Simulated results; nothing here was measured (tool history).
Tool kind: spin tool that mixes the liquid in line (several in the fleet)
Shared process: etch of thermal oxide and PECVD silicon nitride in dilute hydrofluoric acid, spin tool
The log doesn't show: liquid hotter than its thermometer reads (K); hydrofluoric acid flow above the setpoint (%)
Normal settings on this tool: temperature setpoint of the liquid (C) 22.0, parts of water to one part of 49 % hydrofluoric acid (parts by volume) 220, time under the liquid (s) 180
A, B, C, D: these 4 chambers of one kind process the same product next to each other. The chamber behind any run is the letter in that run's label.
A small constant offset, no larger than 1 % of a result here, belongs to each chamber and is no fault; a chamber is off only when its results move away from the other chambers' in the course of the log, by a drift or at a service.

| run | hour | temperature setpoint of the liquid (C) | parts of water to one part of 49 % hydrofluoric acid (parts by volume) | time under the liquid (s) | hours since the thermometer was replaced | hours since the hydrofluoric acid flow meter was replaced | read-back film thickness of the thermal oxide reference wafer, read on the same gauge (nm) | read-back film thickness of the PECVD silicon nitride reference wafer, read on the same gauge (nm) | thickness taken off the thermal oxide on a monitor wafer (angstrom) | thickness taken off the PECVD silicon nitride on a monitor wafer (angstrom) |
|---|---|---|---|---|---|---|---|---|---|---|
| 1B | 9.2 | 22.0 | 220 | 180 | 913.9 | 288.3 | 119.96 | 49.997 | 31.912 | 11.9070 |
| 2A | 14.4 | 22.0 | 220 | 180 | 559.3 | 724.6 | 119.98 | 49.989 | 31.805 | 12.4700 |
| 3D | 22.5 | 22.0 | 220 | 180 | 838.9 | 460.3 | 120.01 | 49.970 | 31.759 | 12.6210 |
| 4C | 31.8 | 22.0 | 220 | 180 | 462.6 | 77.0 | 120.03 | 49.990 | 31.311 | 12.3820 |
| 5A | 40.9 | 22.0 | 220 | 180 | 585.8 | 751.1 | 120.01 | 50.005 | 31.086 | 12.0030 |
| 6B | 51.8 | 22.0 | 220 | 180 | 956.5 | 330.9 | 120.02 | 50.005 | 32.167 | 12.3490 |
| 7C | 57.8 | 19.5 | 220 | 100 | 488.6 | 103.0 | 120.00 | 50.015 | 16.062 | 6.0813 |
| 8D | 68.4 | 19.5 | 220 | 100 | 884.8 | 506.2 | 120.01 | 49.976 | 16.025 | 6.0175 |
| 9C | 76.7 | 19.5 | 220 | 100 | 507.5 | 121.9 | 119.95 | 50.016 | 16.166 | 5.7994 |
| 10A | 81.8 | 19.5 | 220 | 100 | 626.7 | 792.0 | 120.04 | 49.999 | 15.941 | 5.9683 |
| 11D | 92.3 | 22.0 | 220 | 180 | 908.7 | 530.1 | 119.98 | 50.014 | 31.677 | 12.5110 |
|  | 101.7 | chamber A: hydrofluoric acid flow meter replaced |
| 12B | 102.5 | 22.0 | 220 | 180 | 1007.2 | 381.6 | 120.05 | 50.000 | 31.528 | 12.2630 |
| 13D | 110.1 | 18.0 | 220 | 180 | 926.5 | 547.9 | 120.01 | 50.013 | 27.911 | 9.8095 |
| 14B | 116.4 | 18.0 | 220 | 180 | 1021.1 | 395.5 | 119.98 | 50.038 | 27.238 | 9.5009 |
| 15A | 123.6 | 18.0 | 220 | 180 | 668.5 | 21.9 | 120.03 | 49.984 | 27.088 | 9.6952 |
| 16C | 128.4 | 18.0 | 220 | 180 | 559.2 | 173.6 | 120.00 | 49.954 | 27.556 | 9.4082 |
| 17D | 136.4 | 22.0 | 220 | 180 | 952.8 | 574.2 | 119.95 | 50.023 | 32.273 | 12.4450 |
| 18B | 145.2 | 22.0 | 220 | 180 | 1049.9 | 424.3 | 120.02 | 49.986 | 32.102 | 12.4800 |
| 19C | 150.5 | 22.0 | 120 | 215 | 581.3 | 195.7 | 120.01 | 49.987 | 77.681 | 26.9300 |
| 20A | 158.0 | 22.0 | 120 | 215 | 702.9 | 56.3 | 119.98 | 49.996 | 76.367 | 27.1950 |
| 21D | 162.8 | 22.0 | 120 | 215 | 979.2 | 600.6 | 120.01 | 49.991 | 79.274 | 28.3470 |
| 22C | 170.2 | 22.0 | 120 | 215 | 601.0 | 215.4 | 119.99 | 50.012 | 76.309 | 27.1570 |
| 23A | 176.1 | 22.0 | 220 | 180 | 721.0 | 74.4 | 120.04 | 50.002 | 31.563 | 12.4190 |
| 24B | 182.9 | 22.0 | 220 | 180 | 1087.6 | 462.0 | 120.01 | 49.956 | 31.954 | 12.5980 |
| 25B | 187.9 | 22.0 | 220 | 180 | 1092.6 | 467.0 | 120.00 | 50.027 | 32.095 | 12.4930 |
| 26C | 193.2 | 22.0 | 220 | 180 | 624.0 | 238.4 | 119.98 | 50.033 | 32.145 | 12.5800 |
| 27A | 199.6 | 22.0 | 220 | 180 | 744.5 | 97.9 | 120.04 | 49.995 | 31.339 | 12.5890 |
| 28D | 208.2 | 22.0 | 220 | 140 | 1024.6 | 646.0 | 119.98 | 50.008 | 26.625 | 9.9171 |
| 29D | 215.9 | 22.0 | 220 | 140 | 1032.3 | 653.7 | 120.03 | 49.986 | 26.464 | 9.9862 |
| 30C | 220.9 | 22.0 | 220 | 140 | 651.7 | 266.1 | 120.02 | 49.990 | 24.647 | 9.7599 |
| 31B | 226.2 | 22.0 | 220 | 140 | 1130.9 | 505.3 | 120.00 | 49.980 | 24.419 | 9.6587 |
| 32A | 236.9 | 22.0 | 220 | 180 | 781.8 | 135.2 | 120.00 | 49.980 | 32.320 | 12.4260 |
| 33A | 247.2 | 22.0 | 220 | 180 | 792.1 | 145.5 | 119.98 | 49.996 | 31.951 | 12.6130 |
| 34D | 258.2 | 22.0 | 220 | 180 | 1074.6 | 696.0 | 120.04 | 49.983 | 34.784 | 13.2520 |
| 35B | 264.5 | 22.0 | 220 | 180 | 1169.2 | 543.6 | 120.06 | 50.003 | 31.842 | 12.0900 |
| 36C | 272.4 | 22.0 | 220 | 180 | 703.2 | 317.6 | 119.98 | 50.022 | 31.938 | 12.6740 |

Decide between three cases: one chamber stands off from its peers, the gauge reading all wafers drifts, or nothing is wrong past each chamber's small offset. Where a chamber is off, say which and what most likely put it there.

Chamber D drifts away from the others.
Most likely cause: hydrofluoric acid flow above the setpoint (%) = 9.

Below are 4 candidate recipes for chamber D's next run, each the usual settings with a change, their results shown as question marks. Which of them brings D's results back in line with what the other chambers give on the usual settings?
Counts as in line when no further than this from what the other chambers average on the usual settings: thickness taken off the thermal oxide on a monitor wafer (angstrom) 0.910; thickness taken off the PECVD silicon nitride on a monitor wafer (angstrom) 0.8900
| 37D-1 | 280.3 | 22.0 | 210 | 190 |  |  |  |  | ? | ? |
| 37D-2 | 280.3 | 22.0 | 205 | 195 |  |  |  |  | ? | ? |
| 37D-3 | 280.3 | 22.0 | 230 | 170 |  |  |  |  | ? | ? |
| 37D-4 | 280.3 | 22.0 | 235 | 165 |  |  |  |  | ? | ? |

Average result of the remaining chambers running the usual settings: thickness taken off the thermal oxide on a monitor wafer (angstrom) 31.813; thickness taken off the PECVD silicon nitride on a monitor wafer (angstrom) 12.4350
| run | thickness taken off the thermal oxide on a monitor wafer (angstrom) | thickness taken off the PECVD silicon nitride on a monitor wafer (angstrom) |
|---|---|---|
| 37D-1 | 39.490 | 14.9970 |
| 37D-2 | 41.703 | 15.7560 |
| 37D-3 | 31.690 | 12.2830 |
| 37D-4 | 29.971 | 11.6750 |
It is 37D-3 that realigns the chamber with its peers.

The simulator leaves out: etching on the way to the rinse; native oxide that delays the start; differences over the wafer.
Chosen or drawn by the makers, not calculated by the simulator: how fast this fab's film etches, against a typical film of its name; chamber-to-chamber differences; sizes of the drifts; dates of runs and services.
